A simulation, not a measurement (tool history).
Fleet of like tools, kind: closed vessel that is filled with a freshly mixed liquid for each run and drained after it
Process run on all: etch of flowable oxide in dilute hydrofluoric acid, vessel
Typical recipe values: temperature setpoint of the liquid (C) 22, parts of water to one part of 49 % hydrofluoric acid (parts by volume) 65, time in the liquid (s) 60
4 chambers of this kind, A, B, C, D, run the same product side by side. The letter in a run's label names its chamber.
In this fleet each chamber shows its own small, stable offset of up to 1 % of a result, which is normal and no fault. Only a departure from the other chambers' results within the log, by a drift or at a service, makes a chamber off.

run,hour,temperature setpoint of the liquid (C),parts of water to one part of 49 % hydrofluoric acid (parts by volume),time in the liquid (s),"read-back film thickness of the flowable oxide reference wafer, read on the same gauge (nm)",thickness taken off the flowable oxide on a monitor wafer (angstrom)
1A,10.5,22,65,60,69.982,391.07
2B,18.7,22,65,60,70,393.6
3C,29.3,22,65,60,70.018,393.5
4D,39.1,22,65,60,69.987,388.2
5A,47.9,17.5,95,60,69.987,213.16
6C,56.6,17.5,95,60,69.997,217.21
7D,66.1,17.5,95,60,69.993,213.21
8B,70.9,17.5,95,60,69.971,215.24
9B,76.7,22,65,60,69.963,393.43
10A,81.4,22,65,60,69.985,389.74
11C,88.3,22,65,60,70.019,393.61
12D,97.3,22,65,60,70.007,393.34
13B,102.9,22,65,60,69.996,393.58
# hour 103.6: chamber B: hydrofluoric acid flow meter replaced
14A,107.8,22,40,70,69.996,774.96
15D,112.8,22,40,70,70.02,764.34
16C,123.4,22,40,70,70.003,781.32
17D,128.1,22,40,70,69.992,770.78
18A,134.7,18.5,65,60,69.989,338.79
19B,143.3,18.5,65,60,70.008,336.3
20C,150.2,18.5,65,60,69.985,345.74
21C,157,18.5,65,60,69.991,347.51
22D,166.3,22,65,60,70,391.77
23B,175.4,22,65,60,70.003,393.75
24A,181,22,65,60,70,390.19
25D,185.7,22,65,60,70,388.68
26C,192.9,22,65,60,70.003,409.69
27A,197.5,19,65,60,69.997,344.77
28B,203.2,19,65,60,69.997,349.07
29D,209.6,19,65,60,69.98,344.11
30A,215.4,19,65,60,70.017,347.63
31C,225.3,22,65,60,70.006,412.81
32B,231.4,22,65,60,69.996,395.63
33D,240.3,22,65,60,70.012,391.53
34B,247.4,22,65,60,70.01,394.5
35A,253.2,22,65,60,70.007,392.08
36C,263.3,22,50,60,69.991,554.92
37C,270.5,22,50,60,70.002,556.11
38D,277.3,22,50,60,70.001,516.52
39B,285.5,22,50,60,70.016,519.02
40A,292.4,22,65,60,69.989,391.03

All chambers now run identical settings, listed one chamber a line with results as question marks. What results will each chamber show?
41A,300,22,65,60,,?
41B,300,22,65,60,,?
41C,300,22,65,60,,?
41D,300,22,65,60,,?

run,thickness taken off the flowable oxide on a monitor wafer (angstrom)
41A,388.46
41B,392.71
41C,421.78
41D,391.03
